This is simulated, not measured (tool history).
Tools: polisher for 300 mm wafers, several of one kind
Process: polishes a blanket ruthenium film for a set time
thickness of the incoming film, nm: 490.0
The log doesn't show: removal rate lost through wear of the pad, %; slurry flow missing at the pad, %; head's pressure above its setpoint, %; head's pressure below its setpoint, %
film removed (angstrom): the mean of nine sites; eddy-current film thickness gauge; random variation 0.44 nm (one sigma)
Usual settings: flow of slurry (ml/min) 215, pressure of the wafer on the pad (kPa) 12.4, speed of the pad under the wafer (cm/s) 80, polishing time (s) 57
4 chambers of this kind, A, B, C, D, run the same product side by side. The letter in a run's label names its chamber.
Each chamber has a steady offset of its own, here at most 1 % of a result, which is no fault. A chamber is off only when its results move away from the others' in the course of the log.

run,hour,flow of slurry (ml/min),pressure of the wafer on the pad (kPa),speed of the pad under the wafer (cm/s),polishing time (s),wafers polished on this pad,hours since the slurry nozzle was cleaned,hours since the head pressure was calibrated,film removed (angstrom)
1B,7.6,215,12.4,80,57,589,79.9,241.5,466.49
# hour 9.9: chamber B: worn pad replaced by a new one
2D,15.7,215,12.4,80,57,521,61.7,223.0,457.58
3A,20.4,215,12.4,80,57,216,30.7,617.4,461.56
4C,29.0,215,12.4,80,57,847,181.1,377.6,455.62
5B,36.8,215,12.4,80,57,260,109.1,270.7,457.17
6D,44.0,215,12.4,80,57,795,90.0,251.3,451.65
7C,48.2,215,12.4,80,57,1033,200.3,396.8,460.76
8A,55.1,215,12.4,80,57,551,65.4,652.1,464.01
9B,61.9,215,12.4,80,57,503,134.2,295.8,464.14
10C,67.0,215,12.4,80,57,1215,219.1,415.6,452.18
# hour 68.1: chamber D: worn pad replaced by a new one
# hour 70.9: chamber B: worn pad replaced by a new one
11D,75.4,215,12.4,80,57,70,121.4,282.7,440.23
12A,82.2,215,12.4,80,57,814,92.5,679.2,456.82
# hour 83.1: chamber C: worn pad replaced by a new one
13B,86.9,215,12.4,80,57,154,159.2,320.8,458.03
# hour 93.1: chamber C: slurry nozzle cleaned
14C,95.7,215,11.0,80,66,121,2.7,444.3,484.73
15A,102.7,215,11.0,80,66,1012,113.0,699.7,481.15
# hour 108.8: chamber A: worn pad replaced by a new one
16D,110.0,215,11.0,80,66,405,156.0,317.3,446.85
# hour 117.2: chamber B: head pressure recalibrated
17D,118.4,215,11.0,80,66,486,164.4,325.7,451.14
18C,126.7,215,12.4,80,57,421,33.7,475.3,464.40
# hour 132.5: chamber B: worn pad replaced by a new one
19A,133.4,215,12.4,80,57,238,143.7,730.4,469.68
20B,139.0,215,12.4,80,57,63,211.3,21.8,458.26
21C,147.5,215,12.4,80,57,623,54.5,496.1,461.95
22A,154.3,215,12.4,80,57,440,164.6,751.3,463.23
23B,160.5,215,12.4,80,57,271,232.8,43.3,457.47
24D,166.6,215,12.4,68,47,953,212.6,373.9,298.98
# hour 168.3: chamber D: worn pad replaced by a new one
25C,171.6,215,12.4,68,47,856,78.6,520.2,320.44
26D,177.8,215,12.4,68,47,92,223.8,385.1,301.54
27B,183.7,215,12.4,68,47,496,256.0,66.5,321.85
28A,191.8,215,12.4,80,57,803,202.1,788.8,469.24
29C,199.2,215,12.4,80,57,1123,106.2,547.8,459.81
30D,206.2,215,12.4,80,57,366,252.2,413.5,413.65

Is one chamber off against the others, does the gauge drift, or is nothing wrong? If a chamber is off, say which, and what the likeliest cause is.

Chamber D drifts away from the others.
Cause: head's pressure below its setpoint, % = 8.81.
The log may not tell that from: slurry flow missing at the pad, %.

Here are 4 candidates for chamber D's next run, each the usual settings with a change, their results left as question marks. Which one brings its results back in line with what the others give on the usual settings?
In line means no further than this from the other chambers' mean on the usual settings: film removed (angstrom) 15.00
31D-1,212.5,215,12.4,82,58,,,,?
31D-2,212.5,215,11.7,80,54,,,,?
31D-3,212.5,215,12.4,78,56,,,,?
31D-4,212.5,215,13.1,84,57,,,,?

The other chambers' mean on the usual settings: film removed (angstrom) 460.02
run,film removed (angstrom)
31D-1,435.18
31D-2,373.80
31D-3,399.98
31D-4,461.93
31D-4 brings the chamber back in line.
